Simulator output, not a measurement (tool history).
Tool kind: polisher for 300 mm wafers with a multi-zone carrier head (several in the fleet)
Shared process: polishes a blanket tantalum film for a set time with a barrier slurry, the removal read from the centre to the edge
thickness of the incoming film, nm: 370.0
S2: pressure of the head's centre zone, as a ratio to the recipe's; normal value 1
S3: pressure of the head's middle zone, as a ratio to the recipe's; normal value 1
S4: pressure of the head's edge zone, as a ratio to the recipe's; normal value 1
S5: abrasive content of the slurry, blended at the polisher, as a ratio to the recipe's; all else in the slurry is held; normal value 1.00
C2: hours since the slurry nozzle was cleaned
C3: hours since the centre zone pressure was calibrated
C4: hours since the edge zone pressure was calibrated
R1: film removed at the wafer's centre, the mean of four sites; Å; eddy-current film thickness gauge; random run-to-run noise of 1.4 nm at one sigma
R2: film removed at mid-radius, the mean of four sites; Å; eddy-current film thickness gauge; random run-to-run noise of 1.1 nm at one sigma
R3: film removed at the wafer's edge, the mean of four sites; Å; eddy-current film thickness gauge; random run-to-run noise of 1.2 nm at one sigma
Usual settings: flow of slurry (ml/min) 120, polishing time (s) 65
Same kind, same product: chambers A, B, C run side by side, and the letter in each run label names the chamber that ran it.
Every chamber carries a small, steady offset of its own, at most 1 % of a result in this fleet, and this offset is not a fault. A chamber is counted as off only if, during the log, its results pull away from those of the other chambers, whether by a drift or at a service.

Run 1A, hour 5.5: usual settings; wafers polished on this pad 1119; C2 520.1; C3 1223.2; C4 112.3. Result: R1 954.38 Å, R2 957.91 Å, R3 953.09 Å.
At hour 5.9: chamber A: worn pad replaced by a new one.
Run 2C, hour 15.2: usual settings; wafers polished on this pad 349; C2 332.9; C3 282.4; C4 27.3. Result: R1 946.30 Å, R2 954.02 Å, R3 960.42 Å.
Run 3B, hour 27.6: usual settings; wafers polished on this pad 460; C2 471.6; C3 256.3; C4 372.4. Result: R1 966.64 Å, R2 953.55 Å, R3 962.80 Å.
Run 4B, hour 36.1: usual settings; wafers polished on this pad 525; C2 480.1; C3 264.8; C4 380.9. Result: R1 945.10 Å, R2 968.90 Å, R3 945.36 Å.
At hour 40.4: chamber C: worn pad replaced by a new one.
At hour 40.8: chamber B: worn pad replaced by a new one.
Run 5C, hour 45.3: usual settings; wafers polished on this pad 37; C2 363.0; C3 312.5; C4 57.4. Result: R1 965.88 Å, R2 958.67 Å, R3 954.85 Å.
Run 6A, hour 55.7: usual settings; wafers polished on this pad 381; C2 570.3; C3 1273.4; C4 162.5. Result: R1 943.93 Å, R2 964.38 Å, R3 936.76 Å.
Run 7A, hour 68.4: usual settings; wafers polished on this pad 479; C2 583.0; C3 1286.1; C4 175.2. Result: R1 961.18 Å, R2 950.83 Å, R3 952.64 Å.
At hour 78.1: chamber A: centre zone pressure recalibrated.
Run 8C, hour 80.4: usual settings; wafers polished on this pad 306; C2 398.1; C3 347.6; C4 92.5. Result: R1 937.00 Å, R2 945.33 Å, R3 959.88 Å.
Run 9B, hour 92.4: usual settings; wafers polished on this pad 395; C2 536.4; C3 321.1; C4 437.2. Result: R1 959.79 Å, R2 944.57 Å, R3 948.11 Å.
Run 10A, hour 101.3: usual settings; wafers polished on this pad 731; C2 615.9; C3 23.2; C4 208.1. Result: R1 934.83 Å, R2 975.60 Å, R3 965.18 Å.
At hour 103.3: chamber C: worn pad replaced by a new one.
At hour 108.1: chamber B: worn pad replaced by a new one.
Run 11C, hour 110.2: usual settings; wafers polished on this pad 53; C2 427.9; C3 377.4; C4 122.3. Result: R1 940.43 Å, R2 957.19 Å, R3 948.52 Å.
Run 12B, hour 120.5: usual settings; wafers polished on this pad 94; C2 564.5; C3 349.2; C4 465.3. Result: R1 952.15 Å, R2 969.25 Å, R3 964.30 Å.
At hour 125.3: chamber B: slurry nozzle cleaned.
Run 13B, hour 133.0: usual settings; wafers polished on this pad 190; C2 7.8; C3 361.7; C4 477.8. Result: R1 961.67 Å, R2 964.37 Å, R3 970.24 Å.
Run 14C, hour 145.3: usual settings; wafers polished on this pad 322; C2 463.0; C3 412.5; C4 157.4. Result: R1 919.73 Å, R2 920.33 Å, R3 930.05 Å.
Run 15A, hour 151.5: usual settings but polishing time (s) 49; wafers polished on this pad 1115; C2 666.1; C3 73.4; C4 258.3. Result: R1 732.16 Å, R2 726.94 Å, R3 728.67 Å.
Run 16A, hour 163.1: usual settings but polishing time (s) 49; wafers polished on this pad 1204; C2 677.7; C3 85.0; C4 269.9. Result: R1 722.78 Å, R2 728.27 Å, R3 726.67 Å.
At hour 166.4: chamber A: worn pad replaced by a new one.
Run 17C, hour 171.2: usual settings but polishing time (s) 49; wafers polished on this pad 520; C2 488.9; C3 438.4; C4 183.3. Result: R1 691.25 Å, R2 697.17 Å, R3 716.23 Å.
At hour 171.4: chamber C: worn pad replaced by a new one.
Run 18B, hour 180.2: usual settings; wafers polished on this pad 552; C2 55.0; C3 408.9; C4 525.0. Result: R1 978.90 Å, R2 948.02 Å, R3 969.25 Å.
Run 19C, hour 188.4: usual settings; wafers polished on this pad 130; C2 506.1; C3 455.6; C4 200.5. Result: R1 878.74 Å, R2 909.69 Å, R3 932.62 Å.
At hour 189.0: chamber B: worn pad replaced by a new one.
Run 20B, hour 199.4: usual settings; wafers polished on this pad 79; C2 74.2; C3 428.1; C4 544.2. Result: R1 981.53 Å, R2 962.94 Å, R3 946.28 Å.
Run 21A, hour 206.6: usual settings; wafers polished on this pad 308; C2 721.2; C3 128.5; C4 313.4. Result: R1 963.63 Å, R2 953.41 Å, R3 960.99 Å.
Run 22C, hour 212.9: usual settings; wafers polished on this pad 318; C2 530.6; C3 480.1; C4 225.0. Result: R1 895.22 Å, R2 904.74 Å, R3 925.70 Å.
Run 23B, hour 223.4: usual settings; wafers polished on this pad 263; C2 98.2; C3 452.1; C4 568.2. Result: R1 957.07 Å, R2 972.69 Å, R3 954.50 Å.

Does one chamber stand apart from the rest, does the shared gauge drift, or is all well apart from small per-chamber offsets? Give the chamber and the most likely cause, where there is one.

One chamber, C, drifts off from the rest bit by bit.
What lies behind it: slurry flow missing at the pad, % = 24.5.

Here are 4 candidates for chamber C's next run, each the usual settings with a change, their results left as question marks. Which one brings its results back in line with what the others give on the usual settings?
In-line tolerance around the mean of the other chambers on the usual settings: R1 49.00 Å; R2 39.00 Å; R3 41.00 Å
Run 24C-1, hour 232.5: usual settings but flow of slurry (ml/min) 110, S2 0.96, S3 0.97, S4 1.03, polishing time (s) 59. Result: R1 ?, R2 ?, R3 ?.
Run 24C-2, hour 232.5: usual settings but flow of slurry (ml/min) 125, S2 1.02, S3 1.01, S4 0.99, polishing time (s) 68. Result: R1 ?, R2 ?, R3 ?.
Run 24C-3, hour 232.5: usual settings but flow of slurry (ml/min) 115, S2 0.98, S3 0.99, S4 1.01, polishing time (s) 62. Result: R1 ?, R2 ?, R3 ?.
Run 24C-4, hour 232.5: usual settings but flow of slurry (ml/min) 130, S2 1.04, S3 1.03, S4 0.97, polishing time (s) 71. Result: R1 ?, R2 ?, R3 ?.

Other chambers, usual settings, mean: R1 960.42 Å; R2 960.18 Å; R3 961.72 Å
  run       R1       R2      R3
24C-1   733.67   763.96  818.01
24C-2   946.02   951.00  947.85
24C-3   801.87   829.89  858.73
24C-4  1022.10  1022.60  986.59
The answer is 24C-2, which returns the chamber to within the allowed miss of the others.

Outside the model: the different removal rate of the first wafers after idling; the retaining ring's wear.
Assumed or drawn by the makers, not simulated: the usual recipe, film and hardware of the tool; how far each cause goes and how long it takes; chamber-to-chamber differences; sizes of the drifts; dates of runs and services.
